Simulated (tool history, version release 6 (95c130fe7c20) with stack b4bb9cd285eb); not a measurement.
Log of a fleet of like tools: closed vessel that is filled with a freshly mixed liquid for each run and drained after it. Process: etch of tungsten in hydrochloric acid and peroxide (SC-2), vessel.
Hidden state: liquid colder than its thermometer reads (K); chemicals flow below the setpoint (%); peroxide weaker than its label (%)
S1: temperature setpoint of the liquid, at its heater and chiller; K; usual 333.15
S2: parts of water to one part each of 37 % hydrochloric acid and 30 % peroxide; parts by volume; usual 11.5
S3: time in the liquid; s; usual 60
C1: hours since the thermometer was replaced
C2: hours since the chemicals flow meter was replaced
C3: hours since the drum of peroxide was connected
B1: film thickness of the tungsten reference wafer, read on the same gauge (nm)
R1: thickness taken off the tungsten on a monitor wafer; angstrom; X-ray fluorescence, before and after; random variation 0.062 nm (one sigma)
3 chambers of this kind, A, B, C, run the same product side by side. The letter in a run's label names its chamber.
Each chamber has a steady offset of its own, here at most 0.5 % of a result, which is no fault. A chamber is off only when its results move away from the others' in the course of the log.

run	day	S1	S2	S3	C1	C2	C3	B1	R1
# day 0.254: chamber B: chemicals flow meter replaced
1B	0.317	333.15	11.5	60	432.3	1.5	162.3	129.99	170.180
2C	0.621	333.15	11.5	60	922.8	175.1	179.6	130.00	169.080
3A	0.996	333.15	11.5	60	402.0	1366.9	161.5	130.01	169.860
4C	1.288	333.15	11.5	60	938.8	191.1	195.6	129.99	168.340
5B	1.688	333.15	11.5	60	465.2	34.4	195.2	129.98	170.650
6A	2.004	333.15	11.5	60	426.2	1391.1	185.7	130.01	169.870
7C	2.292	333.15	11.5	60	962.9	215.2	219.7	130.01	169.510
8A	2.579	333.15	11.5	60	440.0	1404.9	199.5	129.99	170.470
9B	2.908	333.15	11.5	60	494.5	63.7	224.5	130.00	168.940
10A	3.308	333.15	11.5	60	457.5	1422.4	217.0	130.00	170.680
11B	3.575	333.15	11.5	60	510.5	79.7	240.5	130.01	168.660
12C	3.888	333.15	11.5	60	1001.2	253.5	258.0	129.98	170.770
13C	4.271	333.15	11.5	60	1010.4	262.7	267.2	130.01	169.420
14A	4.546	333.15	14.5	30	487.2	1452.1	246.7	130.01	69.880
# day 4.679: chamber A: chemicals flow meter replaced
15B	5.004	333.15	14.5	30	544.8	114.0	274.8	130.00	68.689
16B	5.262	333.15	14.5	30	551.0	120.2	281.0	130.00	69.267
17A	5.679	333.15	11.5	60	514.4	24.1	273.9	129.99	171.170
18C	5.917	333.15	11.5	60	1049.9	302.2	306.7	130.01	170.170
19C	6.300	333.15	11.5	60	1059.1	311.4	315.9	130.01	170.140
20B	6.712	333.15	11.5	60	585.8	155.0	315.8	130.00	168.550
21A	6.979	333.15	14.5	75	545.6	55.3	305.1	130.02	174.300
22B	7.271	333.15	14.5	75	599.2	168.4	329.2	130.00	171.170
23A	7.546	333.15	14.5	75	559.2	68.9	318.7	129.99	174.480
24C	7.875	333.15	11.5	60	1096.9	349.2	353.7	129.99	168.820
25B	8.288	333.15	9.5	45	623.6	192.8	353.6	130.00	145.960
26A	8.683	333.15	9.5	45	586.5	96.2	346.0	130.00	148.840
27C	8.979	333.15	9.5	45	1123.4	375.7	380.2	129.97	149.650
28C	9.454	333.15	11.5	60	1134.8	387.1	391.6	130.00	169.990
29A	9.758	333.15	11.5	60	612.3	122.0	371.8	129.99	169.110
30B	10.142	333.15	11.5	60	668.1	237.3	398.1	129.99	167.070
31C	10.596	333.15	11.5	60	1162.2	414.5	419.0	129.98	169.900
32A	10.862	333.15	11.5	60	638.8	148.5	398.3	129.99	170.120
33B	11.171	333.15	11.5	60	692.8	262.0	422.8	129.98	165.070
34B	11.525	333.15	11.5	60	701.3	270.5	431.3	130.00	164.700
# day 11.767: chamber C: thermometer replaced
35A	11.908	333.15	11.5	60	663.9	173.6	423.4	130.02	169.460
36C	12.183	333.15	11.5	60	10.1	452.6	457.1	129.99	169.190

Next, every chamber runs the same settings. What will each give?
37A	12.546	333.15	11.5	60					?
37B	12.546	333.15	11.5	60					?
37C	12.546	333.15	11.5	60					?

run	R1
37A	170.210
37B	164.800
37C	169.880
